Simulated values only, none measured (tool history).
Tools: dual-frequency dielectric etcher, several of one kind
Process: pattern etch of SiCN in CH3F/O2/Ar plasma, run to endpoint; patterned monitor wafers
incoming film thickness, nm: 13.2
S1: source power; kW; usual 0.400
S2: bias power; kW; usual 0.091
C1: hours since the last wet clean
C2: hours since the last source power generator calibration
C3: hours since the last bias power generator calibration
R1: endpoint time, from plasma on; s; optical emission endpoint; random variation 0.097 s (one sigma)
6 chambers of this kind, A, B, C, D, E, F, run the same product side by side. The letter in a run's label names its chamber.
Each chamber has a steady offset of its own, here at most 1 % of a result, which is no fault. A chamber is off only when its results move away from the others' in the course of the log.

| run | day | S1 | S2 | C1 | C2 | C3 | R1 |
|---|---|---|---|---|---|---|---|
| 1C | 0.108 | 0.400 | 0.091 | 233.7 | 1774.0 | 2873.3 | 32.318 |
| 2B | 0.333 | 0.400 | 0.091 | 232.4 | 2468.4 | 3256.4 | 32.600 |
| 3E | 0.471 | 0.400 | 0.091 | 254.4 | 2124.0 | 591.5 | 32.156 |
| 4A | 0.679 | 0.400 | 0.091 | 374.6 | 2117.4 | 908.9 | 32.590 |
| 5F | 0.846 | 0.400 | 0.091 | 172.0 | 701.4 | 1288.5 | 32.452 |
| 6D | 1.050 | 0.400 | 0.091 | 429.6 | 1213.2 | 1703.7 | 32.198 |
| 7C | 1.179 | 0.400 | 0.091 | 259.4 | 1799.7 | 2899.0 | 32.361 |
| 8D | 1.288 | 0.400 | 0.091 | 435.3 | 1218.9 | 1709.4 | 32.113 |
|  | 1.350 | chamber D: wet clean of the chamber |
| 9B | 1.404 | 0.400 | 0.091 | 258.1 | 2494.1 | 3282.1 | 32.584 |
| 10A | 1.504 | 0.400 | 0.091 | 394.4 | 2137.2 | 928.7 | 32.581 |
| 11E | 1.704 | 0.400 | 0.091 | 284.0 | 2153.6 | 621.1 | 32.043 |
| 12F | 1.812 | 0.400 | 0.091 | 195.2 | 724.6 | 1311.7 | 32.750 |
| 13B | 2.004 | 0.400 | 0.091 | 272.5 | 2508.5 | 3296.5 | 32.514 |
| 14D | 2.167 | 0.400 | 0.091 | 19.6 | 1240.0 | 1730.5 | 32.117 |
| 15A | 2.288 | 0.400 | 0.091 | 413.2 | 2156.0 | 947.5 | 32.568 |
| 16F | 2.421 | 0.340 | 0.091 | 209.8 | 739.2 | 1326.3 | 34.564 |
| 17E | 2.558 | 0.340 | 0.091 | 304.5 | 2174.1 | 641.6 | 34.122 |
| 18C | 2.704 | 0.340 | 0.091 | 296.0 | 1836.3 | 2935.6 | 34.280 |
| 19F | 2.804 | 0.340 | 0.091 | 219.0 | 748.4 | 1335.5 | 34.724 |
| 20C | 2.979 | 0.340 | 0.091 | 302.6 | 1842.9 | 2942.2 | 34.363 |
| 21B | 3.208 | 0.340 | 0.091 | 301.4 | 2537.4 | 3325.4 | 34.511 |
| 22E | 3.408 | 0.470 | 0.091 | 324.9 | 2194.5 | 662.0 | 30.332 |
| 23A | 3.542 | 0.470 | 0.091 | 443.3 | 2186.1 | 977.6 | 30.610 |
| 24D | 3.667 | 0.470 | 0.091 | 55.6 | 1276.0 | 1766.5 | 30.369 |
|  | 3.750 | chamber A: wet clean of the chamber |
| 25A | 3.788 | 0.470 | 0.091 | 1.0 | 2192.0 | 983.5 | 30.698 |
| 26F | 3.908 | 0.470 | 0.091 | 245.5 | 774.9 | 1362.0 | 30.971 |
| 27C | 4.038 | 0.470 | 0.091 | 328.0 | 1868.3 | 2967.6 | 30.473 |
| 28E | 4.217 | 0.400 | 0.091 | 344.3 | 2213.9 | 681.4 | 32.226 |
| 29D | 4.417 | 0.330 | 0.105 | 73.6 | 1294.0 | 1784.5 | 32.812 |
| 30B | 4.521 | 0.330 | 0.105 | 332.9 | 2568.9 | 3356.9 | 33.075 |
| 31C | 4.712 | 0.330 | 0.105 | 344.2 | 1884.5 | 2983.8 | 32.776 |
| 32F | 4.912 | 0.330 | 0.105 | 269.6 | 799.0 | 1386.1 | 33.636 |
|  | 5.029 | chamber C: bias power generator calibrated |
| 33E | 5.038 | 0.330 | 0.105 | 364.0 | 2233.6 | 701.1 | 32.646 |
| 34A | 5.183 | 0.330 | 0.105 | 34.5 | 2225.5 | 1017.0 | 32.895 |
| 35D | 5.400 | 0.400 | 0.091 | 97.2 | 1317.6 | 1808.1 | 31.965 |
| 36B | 5.600 | 0.400 | 0.091 | 358.8 | 2594.8 | 3382.8 | 32.433 |
| 37B | 5.821 | 0.370 | 0.080 | 364.1 | 2600.1 | 3388.1 | 35.098 |
| 38E | 5.954 | 0.370 | 0.080 | 386.0 | 2255.6 | 723.1 | 34.726 |
| 39D | 6.167 | 0.370 | 0.080 | 115.6 | 1336.0 | 1826.5 | 34.695 |
| 40F | 6.288 | 0.370 | 0.080 | 302.6 | 832.0 | 1419.1 | 36.093 |
| 41C | 6.467 | 0.370 | 0.080 | 386.3 | 1926.6 | 34.6 | 34.828 |
| 42A | 6.667 | 0.370 | 0.080 | 70.1 | 2261.1 | 1052.6 | 35.091 |
| 43F | 6.817 | 0.400 | 0.091 | 315.3 | 844.7 | 1431.8 | 33.369 |

What goes on in this fleet: one chamber off, a drifting gauge, or nothing beyond the chambers' own small offsets? Name the chamber and the cause, if any.

Chamber F drifts away from the others.
Cause: etch rate under this chamber's usual, % = 3.23.

Here are 4 candidates for chamber F's next run, each the usual settings with a change, their results left as question marks. Which one brings its results back in line with what the others give on the usual settings?
In line means no further than this from the other chambers' mean on the usual settings: R1 0.340 s
| 44F-1 | 6.979 | 0.440 | 0.100 |  |  |  | ? |
| 44F-2 | 6.979 | 0.380 | 0.087 |  |  |  | ? |
| 44F-3 | 6.979 | 0.400 | 0.076 |  |  |  | ? |
| 44F-4 | 6.979 | 0.400 | 0.100 |  |  |  | ? |

The other chambers' mean on the usual settings: R1 32.314 s
| run | R1 |
|---|---|
| 44F-1 | 31.169 |
| 44F-2 | 34.646 |
| 44F-3 | 35.707 |
| 44F-4 | 32.277 |
44F-4 brings the chamber back in line.
